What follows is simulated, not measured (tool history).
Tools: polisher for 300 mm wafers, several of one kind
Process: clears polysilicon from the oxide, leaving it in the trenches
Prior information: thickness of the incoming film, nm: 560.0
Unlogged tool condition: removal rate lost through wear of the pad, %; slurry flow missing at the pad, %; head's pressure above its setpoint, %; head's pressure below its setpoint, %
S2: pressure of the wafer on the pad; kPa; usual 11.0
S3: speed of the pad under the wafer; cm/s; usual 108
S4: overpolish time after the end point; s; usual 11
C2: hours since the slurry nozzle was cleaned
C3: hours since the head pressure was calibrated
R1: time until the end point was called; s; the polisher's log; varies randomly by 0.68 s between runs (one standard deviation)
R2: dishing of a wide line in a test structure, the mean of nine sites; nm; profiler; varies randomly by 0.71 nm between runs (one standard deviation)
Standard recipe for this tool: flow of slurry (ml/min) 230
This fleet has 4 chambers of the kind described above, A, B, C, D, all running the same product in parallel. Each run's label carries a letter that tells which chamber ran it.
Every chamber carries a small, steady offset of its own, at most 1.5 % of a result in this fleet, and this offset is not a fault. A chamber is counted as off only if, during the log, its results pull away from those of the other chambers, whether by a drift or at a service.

run 1A hour=7.1 | flow_of_slurry_(ml/min)=230 S2=11.0 S3=108 S4=11 | wafers_polished_on_this_pad=168 C2=40.9 C3=346.4 | R1=76.923 R2=49.152
-- hour=18.2 chamber B: worn pad replaced by a new one
run 2B hour=21.5 | flow_of_slurry_(ml/min)=230 S2=11.0 S3=108 S4=11 | wafers_polished_on_this_pad=40 C2=25.2 C3=244.1 | R1=76.716 R2=49.746
run 3C hour=32.4 | flow_of_slurry_(ml/min)=230 S2=11.0 S3=108 S4=11 | wafers_polished_on_this_pad=547 C2=37.4 C3=409.5 | R1=77.879 R2=51.795
-- hour=34.2 chamber D: worn pad replaced by a new one
run 4D hour=43.8 | flow_of_slurry_(ml/min)=230 S2=11.0 S3=108 S4=11 | wafers_polished_on_this_pad=116 C2=86.1 C3=439.2 | R1=75.362 R2=49.429
run 5C hour=53.7 | flow_of_slurry_(ml/min)=230 S2=11.0 S3=108 S4=11 | wafers_polished_on_this_pad=804 C2=58.7 C3=430.8 | R1=76.970 R2=49.856
-- hour=54.3 chamber C: worn pad replaced by a new one
run 6D hour=63.0 | flow_of_slurry_(ml/min)=230 S2=11.0 S3=128 S4=11 | wafers_polished_on_this_pad=347 C2=105.3 C3=458.4 | R1=65.880 R2=55.479
run 7B hour=70.7 | flow_of_slurry_(ml/min)=230 S2=11.0 S3=128 S4=11 | wafers_polished_on_this_pad=632 C2=74.4 C3=293.3 | R1=65.881 R2=55.437
-- hour=76.1 chamber A: worn pad replaced by a new one
run 8A hour=85.9 | flow_of_slurry_(ml/min)=230 S2=11.0 S3=128 S4=11 | wafers_polished_on_this_pad=119 C2=119.7 C3=425.2 | R1=64.459 R2=55.512
-- hour=95.0 chamber D: worn pad replaced by a new one
run 9D hour=95.2 | flow_of_slurry_(ml/min)=230 S2=11.0 S3=128 S4=11 | wafers_polished_on_this_pad=3 C2=137.5 C3=490.6 | R1=65.016 R2=54.103
run 10C hour=107.1 | flow_of_slurry_(ml/min)=230 S2=9.0 S3=108 S4=11 | wafers_polished_on_this_pad=636 C2=112.1 C3=484.2 | R1=95.728 R2=43.457
run 11A hour=120.9 | flow_of_slurry_(ml/min)=230 S2=9.0 S3=108 S4=11 | wafers_polished_on_this_pad=540 C2=154.7 C3=460.2 | R1=94.352 R2=43.911
-- hour=126.7 chamber C: worn pad replaced by a new one
run 12B hour=129.7 | flow_of_slurry_(ml/min)=230 S2=9.0 S3=108 S4=11 | wafers_polished_on_this_pad=1343 C2=133.4 C3=352.3 | R1=96.371 R2=43.948
-- hour=136.8 chamber B: worn pad replaced by a new one
-- hour=140.8 chamber C: head pressure recalibrated
run 13A hour=141.4 | flow_of_slurry_(ml/min)=230 S2=9.0 S3=108 S4=11 | wafers_polished_on_this_pad=787 C2=175.2 C3=480.7 | R1=96.413 R2=43.309
-- hour=152.6 chamber A: worn pad replaced by a new one
-- hour=155.4 chamber D: worn pad replaced by a new one
run 14C hour=155.5 | flow_of_slurry_(ml/min)=280 S2=9.7 S3=108 S4=11 | wafers_polished_on_this_pad=347 C2=160.5 C3=14.8 | R1=87.635 R2=46.564
run 15B hour=166.8 | flow_of_slurry_(ml/min)=280 S2=9.7 S3=108 S4=11 | wafers_polished_on_this_pad=361 C2=170.5 C3=389.4 | R1=85.605 R2=46.431
run 16D hour=180.8 | flow_of_slurry_(ml/min)=280 S2=9.7 S3=108 S4=11 | wafers_polished_on_this_pad=306 C2=223.1 C3=576.2 | R1=85.995 R2=45.078
run 17C hour=192.8 | flow_of_slurry_(ml/min)=280 S2=9.7 S3=108 S4=11 | wafers_polished_on_this_pad=796 C2=197.8 C3=52.1 | R1=87.194 R2=46.294
run 18D hour=202.3 | flow_of_slurry_(ml/min)=230 S2=11.0 S3=108 S4=6 | wafers_polished_on_this_pad=565 C2=244.6 C3=597.7 | R1=76.424 R2=33.605
-- hour=204.3 chamber C: worn pad replaced by a new one
run 19A hour=211.7 | flow_of_slurry_(ml/min)=230 S2=11.0 S3=108 S4=6 | wafers_polished_on_this_pad=712 C2=245.5 C3=551.0 | R1=76.828 R2=32.895
-- hour=218.2 chamber D: worn pad replaced by a new one
run 20B hour=222.2 | flow_of_slurry_(ml/min)=230 S2=11.0 S3=108 S4=6 | wafers_polished_on_this_pad=1029 C2=225.9 C3=444.8 | R1=77.342 R2=33.666
run 21D hour=233.7 | flow_of_slurry_(ml/min)=230 S2=11.0 S3=108 S4=6 | wafers_polished_on_this_pad=186 C2=276.0 C3=629.1 | R1=76.254 R2=33.104
-- hour=235.1 chamber B: worn pad replaced by a new one
run 22A hour=240.7 | flow_of_slurry_(ml/min)=230 S2=11.0 S3=108 S4=11 | wafers_polished_on_this_pad=1061 C2=274.5 C3=580.0 | R1=76.223 R2=48.343
-- hour=240.9 chamber A: worn pad replaced by a new one
-- hour=241.8 chamber B: head pressure recalibrated
run 23C hour=254.7 | flow_of_slurry_(ml/min)=230 S2=11.0 S3=108 S4=11 | wafers_polished_on_this_pad=608 C2=259.7 C3=114.0 | R1=77.955 R2=49.965
run 24B hour=268.5 | flow_of_slurry_(ml/min)=230 S2=11.0 S3=108 S4=11 | wafers_polished_on_this_pad=402 C2=272.2 C3=26.7 | R1=75.731 R2=51.048
run 25B hour=284.3 | flow_of_slurry_(ml/min)=230 S2=11.0 S3=108 S4=11 | wafers_polished_on_this_pad=593 C2=288.0 C3=42.5 | R1=76.417 R2=49.636
-- hour=290.8 chamber D: worn pad replaced by a new one
-- hour=293.1 chamber C: worn pad replaced by a new one
run 26C hour=296.1 | flow_of_slurry_(ml/min)=230 S2=11.0 S3=108 S4=11 | wafers_polished_on_this_pad=36 C2=301.1 C3=155.4 | R1=77.592 R2=50.497
run 27D hour=309.0 | flow_of_slurry_(ml/min)=175 S2=11.0 S3=108 S4=11 | wafers_polished_on_this_pad=219 C2=351.3 C3=704.4 | R1=79.641 R2=48.539
-- hour=319.5 chamber A: slurry nozzle cleaned
run 28A hour=324.8 | flow_of_slurry_(ml/min)=175 S2=11.0 S3=108 S4=11 | wafers_polished_on_this_pad=1010 C2=5.4 C3=664.1 | R1=78.568 R2=48.320
run 29B hour=337.0 | flow_of_slurry_(ml/min)=175 S2=11.0 S3=108 S4=11 | wafers_polished_on_this_pad=1227 C2=340.7 C3=95.2 | R1=80.426 R2=48.823

Next, every chamber runs the same settings. What will each give?
run 30A hour=348.4 | flow_of_slurry_(ml/min)=230 S2=11.0 S3=108 S4=11 | R1=? R2=?
run 30B hour=348.4 | flow_of_slurry_(ml/min)=230 S2=11.0 S3=108 S4=11 | R1=? R2=?
run 30C hour=348.4 | flow_of_slurry_(ml/min)=230 S2=11.0 S3=108 S4=11 | R1=? R2=?
run 30D hour=348.4 | flow_of_slurry_(ml/min)=230 S2=11.0 S3=108 S4=11 | R1=? R2=?

run=30A R1=78.684 R2=50.159
run=30B R1=76.778 R2=50.953
run=30C R1=77.582 R2=49.573
run=30D R1=76.148 R2=49.031

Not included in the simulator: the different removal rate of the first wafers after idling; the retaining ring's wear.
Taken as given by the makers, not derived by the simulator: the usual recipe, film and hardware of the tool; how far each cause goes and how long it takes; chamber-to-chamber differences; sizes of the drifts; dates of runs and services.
